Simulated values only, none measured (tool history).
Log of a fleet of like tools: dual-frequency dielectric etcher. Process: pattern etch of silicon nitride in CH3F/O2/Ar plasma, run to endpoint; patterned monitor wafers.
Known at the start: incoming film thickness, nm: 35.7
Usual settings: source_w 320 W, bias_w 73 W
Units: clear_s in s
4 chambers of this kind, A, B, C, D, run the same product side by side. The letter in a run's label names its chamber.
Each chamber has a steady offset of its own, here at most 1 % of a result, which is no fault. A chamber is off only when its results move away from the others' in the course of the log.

run	hour	source_w	bias_w	clear_s
1C	10.4	320	73	55.761
2B	17.1	320	73	56.009
3D	25.3	320	73	56.384
4A	33.5	320	73	56.361
5A	38.5	320	73	56.252
6C	44.6	320	73	55.995
7D	51.7	320	73	56.58
# hour 54.6: chamber A: wet clean of the chamber
8B	57.5	390	81	50.249
9A	64.2	390	81	49.855
10D	70.3	390	81	50.535
# hour 73.5: chamber D: wet clean of the chamber
11C	75.8	390	81	50.419
12B	81.2	320	73	55.718
13A	90.8	320	73	56.107
14D	95.8	320	73	56.246
15B	104.2	320	73	56.074
16C	111.2	320	73	56.151
17A	121.3	320	73	56.276
18B	127	320	73	55.886
19C	133.9	320	73	56.346
20D	142.5	320	73	56.067
# hour 150.3: chamber C: wet clean of the chamber
21C	152.1	320	73	56.222
22D	157.6	320	73	56.206
23B	166.2	320	73	55.913
24A	174.6	240	56	68.53
25B	184.5	240	56	68.344
26D	190.1	240	56	68.538
27C	195.7	240	56	68.43
28A	203	320	73	56.217
29D	208.4	320	73	56.604
30C	218	320	73	56.026
31A	224	320	73	56.377
32B	233.4	320	73	56.008
33C	243.8	320	73	55.763
34D	249.3	320	73	56.297
35B	256.1	320	79	54.457
36A	262.4	320	79	55.154
37D	268.1	320	79	54.831
38A	275.1	320	79	54.522
39B	285.6	320	88	52.435
40C	291.8	320	88	52.46
41C	298.4	320	88	52.262

All 4 chambers run these settings next. Forecast each chamber's results:
42A	306.1	320	57	?
42B	306.1	320	57	?
42C	306.1	320	57	?
42D	306.1	320	57	?

run	clear_s
42A	61.441
42B	61.107
42C	61.042
42D	60.976
